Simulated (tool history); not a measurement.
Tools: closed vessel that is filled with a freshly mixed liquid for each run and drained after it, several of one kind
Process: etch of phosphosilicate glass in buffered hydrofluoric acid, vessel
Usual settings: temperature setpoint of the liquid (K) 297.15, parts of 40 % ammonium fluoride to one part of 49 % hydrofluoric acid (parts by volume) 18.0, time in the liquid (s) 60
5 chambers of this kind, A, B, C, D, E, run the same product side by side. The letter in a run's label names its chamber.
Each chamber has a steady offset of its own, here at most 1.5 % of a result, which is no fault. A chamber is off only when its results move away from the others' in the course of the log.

run   hour  temperature setpoint of the liquid (K)  parts of 40 % ammonium fluoride to one part of 49 % hydrofluoric acid (parts by volume)  time in the liquid (s)  read-back film thickness of the phosphosilicate glass reference wafer, read on the same gauge (nm)  thickness taken off the phosphosilicate glass on a monitor wafer (angstrom)
 1D    7.5                                  297.15                                                                                     18.0                      60                                                                                             100.020                                                                       2625.7
 2B   19.5                                  297.15                                                                                     18.0                      60                                                                                              99.977                                                                       2617.7
 3C   31.9                                  297.15                                                                                     18.0                      60                                                                                             100.010                                                                       2581.3
 4A   41.5                                  297.15                                                                                     18.0                      60                                                                                              99.994                                                                       2609.9
 5E   49.4                                  297.15                                                                                     18.0                      60                                                                                              99.981                                                                       2643.8
 6A   55.6                                  297.15                                                                                     18.0                      60                                                                                              99.971                                                                       2607.0
 7C   69.0                                  297.15                                                                                     18.0                      60                                                                                             100.010                                                                       2628.1
 8B   82.5                                  301.15                                                                                     18.0                      60                                                                                              99.970                                                                       3308.8
 9E   94.5                                  301.15                                                                                     18.0                      60                                                                                             100.030                                                                       3316.7
      94.7  -- chamber A: thermometer replaced
10D  101.3                                  301.15                                                                                     18.0                      60                                                                                             100.010                                                                       3310.2
11C  114.2                                  301.15                                                                                     18.0                      60                                                                                             100.010                                                                       3292.5
12E  126.9                                  301.15                                                                                     18.0                      60                                                                                             100.030                                                                       3256.4
13D  136.5                                  297.15                                                                                     18.0                      60                                                                                              99.984                                                                       2665.5
14B  149.9                                  297.15                                                                                     18.0                      60                                                                                              99.971                                                                       2629.3
15A  156.9                                  297.15                                                                                     18.0                      60                                                                                              99.995                                                                       2614.7
16D  165.2                                  297.15                                                                                     18.0                      60                                                                                             100.010                                                                       2701.9
17C  174.8                                  297.15                                                                                     15.0                      80                                                                                              99.997                                                                       4202.4
18B  186.7                                  297.15                                                                                     15.0                      80                                                                                              99.995                                                                       4199.0
19A  199.0                                  297.15                                                                                     15.0                      80                                                                                              99.986                                                                       4169.5
     208.3  -- chamber C: hydrofluoric acid flow meter replaced
20E  208.6                                  297.15                                                                                     15.0                      80                                                                                             100.030                                                                       4200.7
21C  218.0                                  297.15                                                                                     15.0                      80                                                                                              99.980                                                                       4277.0
22A  225.8                                  297.15                                                                                     18.0                      60                                                                                             100.010                                                                       2602.3
23E  233.6                                  297.15                                                                                     18.0                      60                                                                                             100.020                                                                       2655.9
24B  244.8                                  297.15                                                                                     18.0                      60                                                                                             100.010                                                                       2638.9
25D  255.0                                  299.15                                                                                     15.5                      60                                                                                             100.000                                                                       3501.9
26B  266.5                                  299.15                                                                                     15.5                      60                                                                                             100.030                                                                       3433.0
27C  274.1                                  299.15                                                                                     15.5                      60                                                                                             100.010                                                                       3410.0
28E  286.3                                  299.15                                                                                     15.5                      60                                                                                              99.984                                                                       3409.2
29D  297.7                                  299.15                                                                                     15.5                      60                                                                                              99.983                                                                       3601.5
30A  304.6                                  294.15                                                                                     18.0                      60                                                                                             100.050                                                                       2207.1
31E  317.2                                  294.15                                                                                     18.0                      60                                                                                             100.000                                                                       2253.4

What goes on in this fleet: one chamber off, a drifting gauge, or nothing beyond the chambers' own small offsets? Name the chamber and the cause, if any.

Chamber D drifts away from the others.
Cause: hydrofluoric acid flow above the setpoint (%) = 5.36.
The log may not tell that from: liquid hotter than its thermometer reads (K).

Here are 4 candidates for chamber D's next run, each the usual settings with a change, their results left as question marks. Which one brings its results back in line with what the others give on the usual settings?
In line means no further than this from the other chambers' mean on the usual settings: thickness taken off the phosphosilicate glass on a monitor wafer (angstrom) 76.0
32D-1  327.3                                  297.65                                                                                     17.5                      60                                                                                                                                                                                ?
32D-2  327.3                                  297.15                                                                                     20.0                      60                                                                                                                                                                                ?
32D-3  327.3                                  297.15                                                                                     19.0                      60                                                                                                                                                                                ?
32D-4  327.3                                  297.15                                                                                     17.5                      65                                                                                                                                                                                ?

The other chambers' mean on the usual settings: thickness taken off the phosphosilicate glass on a monitor wafer (angstrom) 2638.3
  run  thickness taken off the phosphosilicate glass on a monitor wafer (angstrom)
32D-1                                                                       2920.1
32D-2                                                                       2490.2
32D-3                                                                       2619.8
32D-4                                                                       3078.3
32D-3 brings the chamber back in line.

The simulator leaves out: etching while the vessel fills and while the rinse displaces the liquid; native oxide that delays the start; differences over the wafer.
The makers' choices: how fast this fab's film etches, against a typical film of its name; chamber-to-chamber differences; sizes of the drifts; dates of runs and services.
